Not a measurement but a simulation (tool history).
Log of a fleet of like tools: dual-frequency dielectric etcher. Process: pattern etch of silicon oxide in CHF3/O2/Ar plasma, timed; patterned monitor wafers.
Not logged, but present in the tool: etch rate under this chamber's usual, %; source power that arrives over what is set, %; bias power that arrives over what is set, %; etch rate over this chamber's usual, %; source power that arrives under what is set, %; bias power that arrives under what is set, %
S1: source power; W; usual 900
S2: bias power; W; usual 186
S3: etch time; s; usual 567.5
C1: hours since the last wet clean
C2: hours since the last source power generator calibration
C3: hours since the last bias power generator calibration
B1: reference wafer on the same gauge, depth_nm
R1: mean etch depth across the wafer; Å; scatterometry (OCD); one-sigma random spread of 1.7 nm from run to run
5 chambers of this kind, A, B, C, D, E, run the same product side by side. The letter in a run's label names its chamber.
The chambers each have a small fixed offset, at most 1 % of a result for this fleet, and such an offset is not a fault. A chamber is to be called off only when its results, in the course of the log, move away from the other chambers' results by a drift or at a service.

run,day,S1,S2,S3,C1,C2,C3,B1,R1
1C,0.467,900,186,567.5,299.5,1006.5,3064.1,1570.1,13220
2A,0.771,900,186,567.5,209.4,2524.6,403.6,1570.8,13141
3B,1.062,900,186,567.5,255.7,2146.5,570.5,1570.5,13259
4E,1.488,900,186,567.5,282.7,537.7,1907.7,1570.3,13380
# day 1.838: chamber D: wet clean of the chamber
5D,1.871,900,186,567.5,0.8,2641.1,309.1,1570.5,13343
6D,2.342,900,186,567.5,12.1,2652.4,320.4,1571.5,13391
7E,2.775,900,186,567.5,313.6,568.6,1938.6,1571.5,13356
# day 2.804: chamber C: wet clean of the chamber
8A,3.083,900,186,567.5,264.9,2580.1,459.1,1572.2,13173
9C,3.533,900,186,567.5,17.5,1080.1,3137.7,1571.8,13241
10B,3.754,900,186,567.5,320.3,2211.1,635.1,1572.5,13273
11B,4.125,830,211,567.5,329.2,2220.0,644.0,1572.3,13427
12E,4.342,830,211,567.5,351.2,606.2,1976.2,1573.1,13507
# day 4.408: chamber E: wet clean of the chamber
13C,4.750,830,211,567.5,46.7,1109.3,3166.9,1573.1,13404
14D,5.129,830,211,567.5,79.0,2719.3,387.3,1573.8,13538
15A,5.575,830,211,567.5,324.7,2639.9,518.9,1573.5,13315
16C,5.808,900,186,567.5,72.1,1134.7,3192.3,1573.6,13244
17A,6.133,900,186,567.5,338.1,2653.3,532.3,1573.2,13170
18E,6.562,900,186,567.5,51.7,659.5,2029.5,1574.0,13416
19D,6.792,900,186,567.5,118.9,2759.2,427.2,1574.5,13398
20B,7.167,900,186,567.5,402.2,2293.0,717.0,1574.4,13257
21E,7.475,1090,227,567.5,73.6,681.4,2051.4,1575.4,15406
22D,7.917,1090,227,567.5,145.9,2786.2,454.2,1574.8,15396
23B,8.192,1090,227,567.5,426.8,2317.6,741.6,1574.7,15298
24A,8.538,1090,227,567.5,395.8,2711.0,590.0,1575.0,15136
25C,9.017,1090,227,567.5,149.1,1211.7,3269.3,1575.2,15244
26E,9.379,900,186,567.5,119.3,727.1,2097.1,1575.8,13389
27A,9.721,900,186,567.5,424.2,2739.4,618.4,1576.1,13181
28D,10.008,900,186,567.5,196.1,2836.4,504.4,1576.1,13412
29B,10.375,900,186,567.5,479.2,2370.0,794.0,1576.5,13326
30C,10.725,900,186,567.5,190.1,1252.7,3310.3,1576.3,13252
31A,11.221,900,186,567.5,460.2,2775.4,654.4,1576.8,13197
# day 11.296: chamber B: wet clean of the chamber
32B,11.488,900,186,567.5,4.7,2396.7,820.7,1576.8,13287
33D,11.704,900,186,567.5,236.8,2877.1,545.1,1577.4,13427
34E,12.079,900,186,567.5,184.1,791.9,2161.9,1577.2,13438
35C,12.446,900,186,567.5,231.4,1294.0,3351.6,1577.6,13266
36C,12.675,900,186,567.5,236.9,1299.5,3357.1,1577.3,13258
37D,12.904,900,186,567.5,265.6,2905.9,573.9,1577.6,13419
38A,13.121,900,186,567.5,505.8,2821.0,700.0,1577.7,13218

Each of the 5 chambers runs these same settings next. Fill in every chamber's results:
39A,13.479,900,186,724.0,,,,,?
39B,13.479,900,186,724.0,,,,,?
39C,13.479,900,186,724.0,,,,,?
39D,13.479,900,186,724.0,,,,,?
39E,13.479,900,186,724.0,,,,,?

run,R1
39A,16880
39B,16961
39C,16965
39D,17115
39E,17119
